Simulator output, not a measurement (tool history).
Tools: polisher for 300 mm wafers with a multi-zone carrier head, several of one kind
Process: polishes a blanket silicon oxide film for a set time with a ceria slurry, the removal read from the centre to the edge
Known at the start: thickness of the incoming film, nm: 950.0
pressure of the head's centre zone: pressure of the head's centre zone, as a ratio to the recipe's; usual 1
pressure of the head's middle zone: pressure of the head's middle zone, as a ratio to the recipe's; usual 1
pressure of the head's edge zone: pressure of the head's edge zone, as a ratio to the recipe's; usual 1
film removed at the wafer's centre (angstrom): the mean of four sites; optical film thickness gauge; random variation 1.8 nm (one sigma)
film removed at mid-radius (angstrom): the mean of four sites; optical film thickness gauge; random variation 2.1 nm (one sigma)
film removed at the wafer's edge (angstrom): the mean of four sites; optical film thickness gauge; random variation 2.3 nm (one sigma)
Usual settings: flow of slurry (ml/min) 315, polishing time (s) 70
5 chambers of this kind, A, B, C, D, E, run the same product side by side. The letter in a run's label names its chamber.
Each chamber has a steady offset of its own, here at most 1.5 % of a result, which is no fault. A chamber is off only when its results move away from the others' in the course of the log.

run	day	flow of slurry (ml/min)	pressure of the head's centre zone	pressure of the head's middle zone	pressure of the head's edge zone	polishing time (s)	film removed at the wafer's centre (angstrom)	film removed at mid-radius (angstrom)	film removed at the wafer's edge (angstrom)
# day 0.204: chamber E: edge zone pressure recalibrated
1A	0.221	315	1	1	1	70	2159.9	2153.7	2154.4
2D	0.5	315	1	1	1	70	2162.1	2172.1	2132.6
3B	0.721	315	1	1	1	70	2156.9	2171.3	2145.2
4C	0.871	315	1	1	1	70	2109.6	2134.2	2130.3
# day 1.079: chamber B: worn pad replaced by a new one
5E	1.125	315	1	1.09	1	90	2767.1	2992.7	2786.9
6D	1.308	315	1	1.09	1	90	2768.3	2974.2	2744.4
7C	1.579	315	1	1.09	1	90	2720.7	3016.4	2747.9
8E	1.725	315	1	1.09	1	90	2757.7	2960.8	2777.1
9B	1.925	315	1	1.09	1	90	2798.4	2960	2747.7
# day 1.946: chamber E: worn pad replaced by a new one
# day 1.992: chamber D: worn pad replaced by a new one
10A	2.108	315	1	1	1	70	2124	2133.9	2147.2
11B	2.258	315	0.92	1.04	1	70	1972.4	2257.7	2144.5
12E	2.392	315	0.92	1.04	1	70	1943.1	2219.4	2151.5
13D	2.579	315	0.92	1.04	1	70	1987.6	2214.8	2102.9
# day 2.617: chamber C: worn pad replaced by a new one
14A	2.788	315	0.92	1.04	1	70	1922.6	2230.1	2100.3
# day 2.796: chamber C: slurry nozzle cleaned
15C	3	315	0.92	1.04	1	70	1947.3	2169.5	2152.4
# day 3.079: chamber B: worn pad replaced by a new one
# day 3.192: chamber A: edge zone pressure recalibrated
# day 3.246: chamber B: edge zone pressure recalibrated
16E	3.279	315	1	1	1	70	2144.1	2135	2219.3
# day 3.358: chamber E: slurry nozzle cleaned
17A	3.542	315	1	1	1	70	2093.2	2110	2064.9
18C	3.804	315	1	1	1	70	2145.9	2140.3	2112.6
19B	4.05	315	1	1	1	70	2159.2	2124.7	2151.5
20D	4.192	315	1	1	1	70	2168.3	2128.9	2107.5
21C	4.35	315	1	1	1	70	2134.1	2166.8	2164.2
# day 4.462: chamber D: edge zone pressure recalibrated
22D	4.604	315	1	1	1	70	2136.4	2116.5	2093.7
23A	4.742	215	1	1	1	70	1969.4	1943.2	2025.3
# day 4.8: chamber D: worn pad replaced by a new one
24E	4.904	215	1	1	1	70	2063.1	2029.3	2141.3
25B	5.029	215	1	1	1	70	2047	2048.6	2099.7
# day 5.088: chamber E: worn pad replaced by a new one
# day 5.088: chamber B: worn pad replaced by a new one
26E	5.2	215	1	1	1	70	2035.5	2054.6	2102
27B	5.375	215	1	1	1	70	2052	2059.1	2077.7
28C	5.608	315	1	1	1	70	2133.9	2116.2	2130.8
29A	5.858	230	1	1.09	1	70	1966.3	2177	2011.6
30D	6.117	230	1	1.09	1	70	2080.3	2197.3	2068.8
# day 6.154: chamber B: centre zone pressure recalibrated
# day 6.338: chamber C: worn pad replaced by a new one
31A	6.362	230	1	1.09	1	70	1946.4	2134.6	1963.9
32B	6.546	230	1	1.09	1	70	2063	2239.5	2042.4
# day 6.788: chamber A: slurry nozzle cleaned
33E	6.829	230	1	1.09	1	70	2052.5	2238.6	2099.3
34D	7.025	315	1	1	1	70	2135.5	2139.5	2124.5
# day 7.108: chamber D: worn pad replaced by a new one
# day 7.117: chamber B: worn pad replaced by a new one
35C	7.2	315	1	1	1	70	2152.4	2164.1	2140.5
36A	7.438	315	1	1	1	70	2008.7	2019.9	2016.9
37D	7.696	315	1	1	1	70	2132.6	2149.3	2131.3
38B	7.942	315	1	1	1	70	2198.2	2126.1	2157.7
39E	8.2	315	1	1	1	70	2192.2	2101.1	2167.7
40C	8.375	315	1	1	1	70	2157.2	2157.6	2127.8

All 5 chambers run these settings next. Forecast each chamber's results:
41A	8.579	315	1	1	1	70	?	?	?
41B	8.579	315	1	1	1	70	?	?	?
41C	8.579	315	1	1	1	70	?	?	?
41D	8.579	315	1	1	1	70	?	?	?
41E	8.579	315	1	1	1	70	?	?	?

run	film removed at the wafer's centre (angstrom)	film removed at mid-radius (angstrom)	film removed at the wafer's edge (angstrom)
41A	2008.2	2008.4	2004.2
41B	2149.3	2175.3	2115.6
41C	2132.7	2100.7	2147.5
41D	2168.8	2133	2131
41E	2169.1	2121.9	2174.5
